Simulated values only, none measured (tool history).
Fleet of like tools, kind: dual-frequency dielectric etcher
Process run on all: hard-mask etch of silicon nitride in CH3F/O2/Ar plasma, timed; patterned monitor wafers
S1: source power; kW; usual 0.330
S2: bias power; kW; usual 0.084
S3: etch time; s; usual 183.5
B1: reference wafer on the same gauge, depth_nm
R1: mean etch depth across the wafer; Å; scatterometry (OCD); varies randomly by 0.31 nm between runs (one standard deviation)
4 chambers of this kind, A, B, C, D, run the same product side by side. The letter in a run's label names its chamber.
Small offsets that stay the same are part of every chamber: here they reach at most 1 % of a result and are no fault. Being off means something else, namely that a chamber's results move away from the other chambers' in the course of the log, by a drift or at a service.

Run 1D, hour 6.5: usual settings; B1 138.07. Result: R1 1260.80 Å.
Run 2C, hour 13.3: usual settings; B1 137.94. Result: R1 1270.20 Å.
At hour 17.8: chamber C: wet clean of the chamber.
Run 3A, hour 27.4: usual settings; B1 138.00. Result: R1 1257.70 Å.
Run 4B, hour 40.7: usual settings; B1 138.02. Result: R1 1266.90 Å.
Run 5A, hour 46.9: usual settings but S2 0.075 kW, S3 142.5 s; B1 138.05. Result: R1 938.45 Å.
At hour 57.4: chamber D: bias power generator calibrated.
Run 6B, hour 59.8: usual settings but S2 0.075 kW, S3 142.5 s; B1 138.03. Result: R1 941.31 Å.
Run 7D, hour 71.6: usual settings but S2 0.075 kW, S3 142.5 s; B1 138.06. Result: R1 944.11 Å.
Run 8C, hour 83.9: usual settings but S2 0.075 kW, S3 142.5 s; B1 138.03. Result: R1 949.62 Å.
Run 9A, hour 96.1: usual settings; B1 138.02. Result: R1 1264.00 Å.
Run 10B, hour 102.3: usual settings; B1 138.01. Result: R1 1260.20 Å.
Run 11D, hour 113.2: usual settings; B1 138.02. Result: R1 1255.30 Å.
At hour 114.0: chamber D: wet clean of the chamber.
Run 12C, hour 125.6: usual settings; B1 137.96. Result: R1 1268.50 Å.
At hour 131.5: chamber A: wet clean of the chamber.
Run 13C, hour 136.6: usual settings; B1 137.97. Result: R1 1271.50 Å.
Run 14A, hour 144.6: usual settings; B1 137.99. Result: R1 1301.50 Å.
Run 15B, hour 150.7: usual settings; B1 138.01. Result: R1 1260.70 Å.
Run 16D, hour 158.9: usual settings but S3 166.0 s; B1 138.03. Result: R1 1139.40 Å.
Run 17A, hour 171.8: usual settings but S3 166.0 s; B1 138.09. Result: R1 1180.70 Å.
Run 18C, hour 182.9: usual settings but S3 166.0 s; B1 137.94. Result: R1 1149.30 Å.
Run 19B, hour 197.0: usual settings but S3 166.0 s; B1 137.96. Result: R1 1144.90 Å.
Run 20D, hour 208.8: usual settings but S3 212.0 s; B1 137.98. Result: R1 1462.40 Å.
Run 21D, hour 216.0: usual settings but S3 212.0 s; B1 137.99. Result: R1 1461.10 Å.
Run 22B, hour 224.4: usual settings but S3 212.0 s; B1 137.99. Result: R1 1460.40 Å.
Run 23A, hour 232.6: usual settings but S3 212.0 s; B1 138.07. Result: R1 1502.30 Å.
Run 24C, hour 243.5: usual settings; B1 138.10. Result: R1 1269.30 Å.
Run 25C, hour 254.8: usual settings; B1 138.05. Result: R1 1268.40 Å.
Run 26B, hour 266.9: usual settings; B1 137.96. Result: R1 1266.60 Å.
At hour 275.5: chamber B: wet clean of the chamber.
Run 27A, hour 280.2: usual settings; B1 138.06. Result: R1 1298.70 Å.
Run 28D, hour 292.7: usual settings; B1 138.01. Result: R1 1262.90 Å.
Run 29A, hour 301.7: usual settings but S2 0.099 kW; B1 137.97. Result: R1 1379.10 Å.
Run 30C, hour 310.7: usual settings but S2 0.099 kW; B1 137.94. Result: R1 1348.40 Å.
Run 31B, hour 320.6: usual settings but S2 0.099 kW; B1 138.01. Result: R1 1341.90 Å.
Run 32D, hour 332.3: usual settings but S2 0.099 kW; B1 137.96. Result: R1 1335.40 Å.
Run 33B, hour 344.0: usual settings; B1 137.91. Result: R1 1262.90 Å.
Run 34A, hour 357.1: usual settings; B1 137.99. Result: R1 1301.60 Å.
Run 35D, hour 368.2: usual settings; B1 137.99. Result: R1 1256.00 Å.
Run 36C, hour 381.6: usual settings; B1 138.00. Result: R1 1272.00 Å.
Run 37B, hour 392.4: usual settings; B1 137.98. Result: R1 1259.30 Å.
Run 38A, hour 401.3: usual settings; B1 137.98. Result: R1 1301.10 Å.
Run 39D, hour 409.5: usual settings but S1 0.280 kW; B1 138.01. Result: R1 1188.00 Å.

All chambers now run identical settings, listed one chamber a line with results as question marks. What results will each chamber show?
Run 40A, hour 419.7: usual settings. Result: R1 ?.
Run 40B, hour 419.7: usual settings. Result: R1 ?.
Run 40C, hour 419.7: usual settings. Result: R1 ?.
Run 40D, hour 419.7: usual settings. Result: R1 ?.

run       R1
40A  1300.90
40B  1262.30
40C  1275.10
40D  1267.80
